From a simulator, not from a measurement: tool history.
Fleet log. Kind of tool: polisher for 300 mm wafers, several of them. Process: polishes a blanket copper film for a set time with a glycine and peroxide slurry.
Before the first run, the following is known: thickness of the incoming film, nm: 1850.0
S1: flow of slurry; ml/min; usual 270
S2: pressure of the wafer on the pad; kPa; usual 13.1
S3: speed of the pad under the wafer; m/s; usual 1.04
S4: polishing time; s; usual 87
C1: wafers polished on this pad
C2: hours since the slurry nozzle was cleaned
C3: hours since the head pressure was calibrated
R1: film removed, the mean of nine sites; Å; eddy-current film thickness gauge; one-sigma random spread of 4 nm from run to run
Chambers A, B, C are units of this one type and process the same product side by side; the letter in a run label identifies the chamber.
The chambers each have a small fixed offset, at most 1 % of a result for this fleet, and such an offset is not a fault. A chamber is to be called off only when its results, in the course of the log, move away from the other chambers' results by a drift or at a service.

{"hour": 0.8, "done": "chamber C: worn pad replaced by a new one"}
{"hour": 8.7, "done": "chamber A: worn pad replaced by a new one"}
{"run": "1A", "hour": 9.0, "S1": 270, "S2": 13.1, "S3": 1.04, "S4": 87, "C1": 2, "C2": 479.5, "C3": 145.9, "R1": 3622.5}
{"run": "2C", "hour": 15.9, "S1": 270, "S2": 13.1, "S3": 1.04, "S4": 87, "C1": 93, "C2": 364.5, "C3": 83.5, "R1": 3471.4}
{"run": "3B", "hour": 24.4, "S1": 270, "S2": 13.1, "S3": 1.04, "S4": 87, "C1": 704, "C2": 143.5, "C3": 267.6, "R1": 3478.4}
{"run": "4B", "hour": 30.4, "S1": 270, "S2": 13.1, "S3": 1.04, "S4": 87, "C1": 741, "C2": 149.5, "C3": 273.6, "R1": 3488.3}
{"run": "5C", "hour": 37.5, "S1": 270, "S2": 13.1, "S3": 1.04, "S4": 87, "C1": 226, "C2": 386.1, "C3": 105.1, "R1": 3509.3}
{"run": "6A", "hour": 43.5, "S1": 270, "S2": 13.1, "S3": 1.04, "S4": 87, "C1": 214, "C2": 514, "C3": 180.4, "R1": 3590.1}
{"run": "7A", "hour": 50.0, "S1": 270, "S2": 13.1, "S3": 1.04, "S4": 87, "C1": 254, "C2": 520.5, "C3": 186.9, "R1": 3591.3}
{"run": "8C", "hour": 60.9, "S1": 270, "S2": 13.1, "S3": 1.04, "S4": 87, "C1": 370, "C2": 409.5, "C3": 128.5, "R1": 3479}
{"run": "9B", "hour": 67.5, "S1": 270, "S2": 13.1, "S3": 1.04, "S4": 87, "C1": 969, "C2": 186.6, "C3": 310.7, "R1": 3483.5}
{"run": "10B", "hour": 78.4, "S1": 270, "S2": 11, "S3": 1.04, "S4": 70, "C1": 1036, "C2": 197.5, "C3": 321.6, "R1": 2439.4}
{"hour": 79.2, "done": "chamber B: worn pad replaced by a new one"}
{"run": "11A", "hour": 88.0, "S1": 270, "S2": 11, "S3": 1.04, "S4": 70, "C1": 488, "C2": 558.5, "C3": 224.9, "R1": 2518.1}
{"run": "12C", "hour": 98.0, "S1": 270, "S2": 11, "S3": 1.04, "S4": 70, "C1": 599, "C2": 446.6, "C3": 165.6, "R1": 2464.9}
{"run": "13A", "hour": 105.9, "S1": 270, "S2": 13.1, "S3": 1.04, "S4": 87, "C1": 599, "C2": 576.4, "C3": 242.8, "R1": 3475.2}
{"hour": 106.2, "done": "chamber A: worn pad replaced by a new one"}
{"hour": 110.3, "done": "chamber B: slurry nozzle cleaned"}
{"run": "14B", "hour": 116.3, "S1": 270, "S2": 13.1, "S3": 1.04, "S4": 87, "C1": 229, "C2": 6.1, "C3": 359.5, "R1": 3481.4}
{"run": "15C", "hour": 122.5, "S1": 270, "S2": 13.1, "S3": 1.04, "S4": 87, "C1": 750, "C2": 471.1, "C3": 190.1, "R1": 3436.9}
{"run": "16B", "hour": 131.2, "S1": 270, "S2": 13.1, "S3": 1.04, "S4": 87, "C1": 320, "C2": 21, "C3": 374.4, "R1": 3499.9}
{"run": "17A", "hour": 141.4, "S1": 270, "S2": 13.1, "S3": 1.04, "S4": 87, "C1": 217, "C2": 611.9, "C3": 278.3, "R1": 3539.9}
{"run": "18C", "hour": 148.6, "S1": 270, "S2": 13.1, "S3": 1.04, "S4": 87, "C1": 911, "C2": 497.2, "C3": 216.2, "R1": 3346.3}
{"run": "19C", "hour": 156.2, "S1": 270, "S2": 13.1, "S3": 1.04, "S4": 87, "C1": 958, "C2": 504.8, "C3": 223.8, "R1": 3434.8}
{"run": "20A", "hour": 163.4, "S1": 270, "S2": 13.1, "S3": 1.04, "S4": 87, "C1": 352, "C2": 633.9, "C3": 300.3, "R1": 3499.6}
{"run": "21B", "hour": 173.0, "S1": 270, "S2": 13.1, "S3": 1.04, "S4": 87, "C1": 578, "C2": 62.8, "C3": 416.2, "R1": 3474.9}
{"hour": 177.9, "done": "chamber C: slurry nozzle cleaned"}
{"run": "22A", "hour": 179.8, "S1": 270, "S2": 13.1, "S3": 1.04, "S4": 87, "C1": 453, "C2": 650.3, "C3": 316.7, "R1": 3492.6}
{"run": "23C", "hour": 184.8, "S1": 270, "S2": 13.1, "S3": 1.04, "S4": 87, "C1": 1134, "C2": 6.9, "C3": 252.4, "R1": 3364.2}
{"run": "24B", "hour": 192.3, "S1": 270, "S2": 13.1, "S3": 1.04, "S4": 87, "C1": 697, "C2": 82.1, "C3": 435.5, "R1": 3489}
{"run": "25B", "hour": 200.3, "S1": 270, "S2": 13.1, "S3": 1.04, "S4": 87, "C1": 746, "C2": 90.1, "C3": 443.5, "R1": 3517.7}
{"run": "26A", "hour": 205.5, "S1": 270, "S2": 13.1, "S3": 1.04, "S4": 87, "C1": 612, "C2": 676, "C3": 342.4, "R1": 3551.8}
{"hour": 209.9, "done": "chamber A: worn pad replaced by a new one"}
{"run": "27C", "hour": 213.1, "S1": 270, "S2": 13.1, "S3": 1.04, "S4": 87, "C1": 1308, "C2": 35.2, "C3": 280.7, "R1": 3418.1}
{"run": "28B", "hour": 221.3, "S1": 270, "S2": 13.1, "S3": 1.04, "S4": 87, "C1": 876, "C2": 111.1, "C3": 464.5, "R1": 3495.9}
{"run": "29A", "hour": 230.3, "S1": 270, "S2": 15.2, "S3": 1.04, "S4": 87, "C1": 125, "C2": 700.8, "C3": 367.2, "R1": 3917.8}
{"run": "30C", "hour": 239.0, "S1": 270, "S2": 15.2, "S3": 1.04, "S4": 87, "C1": 1468, "C2": 61.1, "C3": 306.6, "R1": 3725.5}
{"hour": 245.2, "done": "chamber A: slurry nozzle cleaned"}
{"run": "31A", "hour": 249.6, "S1": 270, "S2": 15.2, "S3": 1.04, "S4": 87, "C1": 244, "C2": 4.4, "C3": 386.5, "R1": 3923.1}
{"run": "32B", "hour": 257.6, "S1": 270, "S2": 13.1, "S3": 1.04, "S4": 68, "C1": 1099, "C2": 147.4, "C3": 500.8, "R1": 2711.4}
{"run": "33C", "hour": 265.7, "S1": 270, "S2": 13.1, "S3": 1.04, "S4": 68, "C1": 1632, "C2": 87.8, "C3": 333.3, "R1": 2606.2}
{"run": "34A", "hour": 274.6, "S1": 270, "S2": 13.1, "S3": 1.04, "S4": 68, "C1": 398, "C2": 29.4, "C3": 411.5, "R1": 2761.6}
{"hour": 278.4, "done": "chamber C: worn pad replaced by a new one"}
{"run": "35B", "hour": 280.7, "S1": 240, "S2": 13.1, "S3": 1.04, "S4": 87, "C1": 1242, "C2": 170.5, "C3": 523.9, "R1": 3512.9}
{"hour": 286.6, "done": "chamber B: worn pad replaced by a new one"}
{"run": "36C", "hour": 290.4, "S1": 240, "S2": 13.1, "S3": 1.04, "S4": 87, "C1": 73, "C2": 112.5, "C3": 358, "R1": 3225.4}
{"hour": 296.7, "done": "chamber A: worn pad replaced by a new one"}
{"run": "37A", "hour": 299.7, "S1": 240, "S2": 13.1, "S3": 1.04, "S4": 87, "C1": 18, "C2": 54.5, "C3": 436.6, "R1": 3458.1}
{"run": "38B", "hour": 308.9, "S1": 270, "S2": 13.1, "S3": 1.04, "S4": 87, "C1": 137, "C2": 198.7, "C3": 552.1, "R1": 3506.3}
{"run": "39C", "hour": 319.0, "S1": 270, "S2": 13.1, "S3": 1.04, "S4": 87, "C1": 250, "C2": 141.1, "C3": 386.6, "R1": 3241.9}
{"run": "40A", "hour": 325.6, "S1": 270, "S2": 9, "S3": 1.04, "S4": 87, "C1": 178, "C2": 80.4, "C3": 462.5, "R1": 2718.7}

All chambers now run identical settings, listed one chamber a line with results as question marks. What results will each chamber show?
{"run": "41A", "hour": 333.5, "S1": 270, "S2": 13.1, "S3": 1.04, "S4": 87, "R1": "?"}
{"run": "41B", "hour": 333.5, "S1": 270, "S2": 13.1, "S3": 1.04, "S4": 87, "R1": "?"}
{"run": "41C", "hour": 333.5, "S1": 270, "S2": 13.1, "S3": 1.04, "S4": 87, "R1": "?"}

run=41A R1=3541.8
run=41B R1=3457.3
run=41C R1=3230.1
